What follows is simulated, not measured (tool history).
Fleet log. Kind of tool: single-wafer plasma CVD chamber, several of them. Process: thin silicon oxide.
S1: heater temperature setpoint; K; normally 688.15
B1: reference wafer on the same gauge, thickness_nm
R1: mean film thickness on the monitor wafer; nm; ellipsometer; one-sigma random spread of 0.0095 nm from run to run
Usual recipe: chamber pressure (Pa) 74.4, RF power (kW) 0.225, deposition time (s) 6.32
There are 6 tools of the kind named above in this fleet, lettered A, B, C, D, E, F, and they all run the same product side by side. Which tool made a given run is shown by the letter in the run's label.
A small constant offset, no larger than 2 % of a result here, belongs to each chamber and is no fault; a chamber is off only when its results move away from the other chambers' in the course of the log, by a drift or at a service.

run 1D hour=12.7 | S1=688.15 chamber_pressure_(Pa)=74.4 RF_power_(kW)=0.225 deposition_time_(s)=6.32 | B1=7.6807 | R1=6.9141
run 2B hour=20.9 | S1=688.15 chamber_pressure_(Pa)=74.4 RF_power_(kW)=0.225 deposition_time_(s)=6.32 | B1=7.6832 | R1=6.8611
run 3F hour=31.2 | S1=688.15 chamber_pressure_(Pa)=74.4 RF_power_(kW)=0.225 deposition_time_(s)=6.32 | B1=7.6816 | R1=6.9882
run 4C hour=37.7 | S1=688.15 chamber_pressure_(Pa)=74.4 RF_power_(kW)=0.225 deposition_time_(s)=6.32 | B1=7.6863 | R1=6.8358
run 5E hour=43.8 | S1=688.15 chamber_pressure_(Pa)=74.4 RF_power_(kW)=0.225 deposition_time_(s)=6.32 | B1=7.6843 | R1=6.9339
run 6A hour=52.9 | S1=688.15 chamber_pressure_(Pa)=74.4 RF_power_(kW)=0.225 deposition_time_(s)=6.32 | B1=7.6854 | R1=6.9217
run 7E hour=65.3 | S1=688.15 chamber_pressure_(Pa)=74.4 RF_power_(kW)=0.225 deposition_time_(s)=6.32 | B1=7.6869 | R1=6.9433
run 8C hour=74.4 | S1=688.15 chamber_pressure_(Pa)=74.4 RF_power_(kW)=0.225 deposition_time_(s)=6.32 | B1=7.6864 | R1=6.8420
run 9D hour=82.9 | S1=688.15 chamber_pressure_(Pa)=74.4 RF_power_(kW)=0.225 deposition_time_(s)=6.32 | B1=7.6887 | R1=6.9415
run 10F hour=88.8 | S1=688.15 chamber_pressure_(Pa)=74.4 RF_power_(kW)=0.225 deposition_time_(s)=6.32 | B1=7.6904 | R1=6.9800
run 11B hour=101.5 | S1=688.15 chamber_pressure_(Pa)=74.4 RF_power_(kW)=0.225 deposition_time_(s)=6.32 | B1=7.6912 | R1=6.8677
run 12A hour=113.9 | S1=688.15 chamber_pressure_(Pa)=74.4 RF_power_(kW)=0.225 deposition_time_(s)=6.32 | B1=7.6908 | R1=6.9202
run 13E hour=123.7 | S1=688.15 chamber_pressure_(Pa)=74.4 RF_power_(kW)=0.225 deposition_time_(s)=6.32 | B1=7.6926 | R1=6.9483
-- hour=125.3 chamber C: RF generator calibrated
run 14B hour=130.5 | S1=688.15 chamber_pressure_(Pa)=74.4 RF_power_(kW)=0.225 deposition_time_(s)=6.32 | B1=7.6918 | R1=6.8695
run 15A hour=139.3 | S1=688.15 chamber_pressure_(Pa)=74.4 RF_power_(kW)=0.225 deposition_time_(s)=6.32 | B1=7.6944 | R1=6.9237
run 16D hour=148.2 | S1=688.15 chamber_pressure_(Pa)=74.4 RF_power_(kW)=0.225 deposition_time_(s)=6.32 | B1=7.6949 | R1=6.9422
run 17F hour=161.4 | S1=688.15 chamber_pressure_(Pa)=74.4 RF_power_(kW)=0.225 deposition_time_(s)=6.32 | B1=7.6967 | R1=6.9951
run 18C hour=167.7 | S1=688.15 chamber_pressure_(Pa)=74.4 RF_power_(kW)=0.225 deposition_time_(s)=6.32 | B1=7.7021 | R1=6.8708
run 19B hour=174.3 | S1=688.15 chamber_pressure_(Pa)=74.4 RF_power_(kW)=0.225 deposition_time_(s)=6.32 | B1=7.7023 | R1=6.8889
run 20C hour=185.5 | S1=688.15 chamber_pressure_(Pa)=74.4 RF_power_(kW)=0.225 deposition_time_(s)=6.32 | B1=7.7025 | R1=6.8511
run 21A hour=197.4 | S1=688.15 chamber_pressure_(Pa)=74.4 RF_power_(kW)=0.225 deposition_time_(s)=6.32 | B1=7.7018 | R1=6.9090
run 22D hour=205.7 | S1=688.15 chamber_pressure_(Pa)=74.4 RF_power_(kW)=0.225 deposition_time_(s)=6.32 | B1=7.6994 | R1=6.9531
-- hour=206.5 chamber F: thermocouple changed; heater temperature recalibrated
-- hour=208.7 chamber D: thermocouple changed; heater temperature recalibrated
run 23F hour=215.2 | S1=688.15 chamber_pressure_(Pa)=74.4 RF_power_(kW)=0.225 deposition_time_(s)=6.32 | B1=7.7014 | R1=6.9970
run 24E hour=223.1 | S1=688.15 chamber_pressure_(Pa)=74.4 RF_power_(kW)=0.225 deposition_time_(s)=6.32 | B1=7.7015 | R1=6.9442
run 25A hour=230.2 | S1=688.15 chamber_pressure_(Pa)=74.4 RF_power_(kW)=0.225 deposition_time_(s)=6.32 | B1=7.7064 | R1=6.9364
run 26F hour=240.9 | S1=688.15 chamber_pressure_(Pa)=74.4 RF_power_(kW)=0.225 deposition_time_(s)=6.32 | B1=7.7052 | R1=7.0098
run 27C hour=249.6 | S1=688.15 chamber_pressure_(Pa)=74.4 RF_power_(kW)=0.225 deposition_time_(s)=6.32 | B1=7.7058 | R1=6.8560
run 28D hour=256.2 | S1=688.15 chamber_pressure_(Pa)=74.4 RF_power_(kW)=0.225 deposition_time_(s)=6.32 | B1=7.7059 | R1=6.9516
run 29E hour=269.3 | S1=676.15 chamber_pressure_(Pa)=74.4 RF_power_(kW)=0.225 deposition_time_(s)=6.32 | B1=7.7067 | R1=7.0225
run 30B hour=276.8 | S1=676.15 chamber_pressure_(Pa)=74.4 RF_power_(kW)=0.225 deposition_time_(s)=6.32 | B1=7.7075 | R1=6.9364
run 31E hour=286.2 | S1=676.15 chamber_pressure_(Pa)=74.4 RF_power_(kW)=0.225 deposition_time_(s)=6.32 | B1=7.7136 | R1=7.0256
run 32A hour=299.2 | S1=676.15 chamber_pressure_(Pa)=74.4 RF_power_(kW)=0.225 deposition_time_(s)=6.32 | B1=7.7122 | R1=6.9902
run 33B hour=305.5 | S1=676.15 chamber_pressure_(Pa)=74.4 RF_power_(kW)=0.225 deposition_time_(s)=6.32 | B1=7.7133 | R1=6.9404
run 34F hour=317.3 | S1=676.15 chamber_pressure_(Pa)=74.4 RF_power_(kW)=0.225 deposition_time_(s)=6.32 | B1=7.7157 | R1=7.0733
run 35D hour=323.4 | S1=688.15 chamber_pressure_(Pa)=74.4 RF_power_(kW)=0.225 deposition_time_(s)=6.32 | B1=7.7127 | R1=6.9437
run 36C hour=329.9 | S1=688.15 chamber_pressure_(Pa)=74.4 RF_power_(kW)=0.225 deposition_time_(s)=6.32 | B1=7.7144 | R1=6.8619
run 37B hour=343.2 | S1=688.15 chamber_pressure_(Pa)=74.4 RF_power_(kW)=0.225 deposition_time_(s)=6.32 | B1=7.7175 | R1=6.8996
run 38D hour=352.6 | S1=688.15 chamber_pressure_(Pa)=74.4 RF_power_(kW)=0.225 deposition_time_(s)=6.32 | B1=7.7174 | R1=6.9752
run 39C hour=363.8 | S1=688.15 chamber_pressure_(Pa)=74.4 RF_power_(kW)=0.225 deposition_time_(s)=6.32 | B1=7.7172 | R1=6.8553
run 40E hour=377.0 | S1=688.15 chamber_pressure_(Pa)=74.4 RF_power_(kW)=0.225 deposition_time_(s)=6.32 | B1=7.7199 | R1=6.9574
run 41A hour=386.8 | S1=688.15 chamber_pressure_(Pa)=74.4 RF_power_(kW)=0.225 deposition_time_(s)=6.32 | B1=7.7183 | R1=6.9375

Is one chamber out of step, is the gauge drifting, or do the chambers differ by no more than their own small offsets? For an off chamber, give its letter and the likeliest cause.

Gauge drift. The chambers move together only on paper, and none stands off.
Cause: gauge reads high (%) = 0.561.

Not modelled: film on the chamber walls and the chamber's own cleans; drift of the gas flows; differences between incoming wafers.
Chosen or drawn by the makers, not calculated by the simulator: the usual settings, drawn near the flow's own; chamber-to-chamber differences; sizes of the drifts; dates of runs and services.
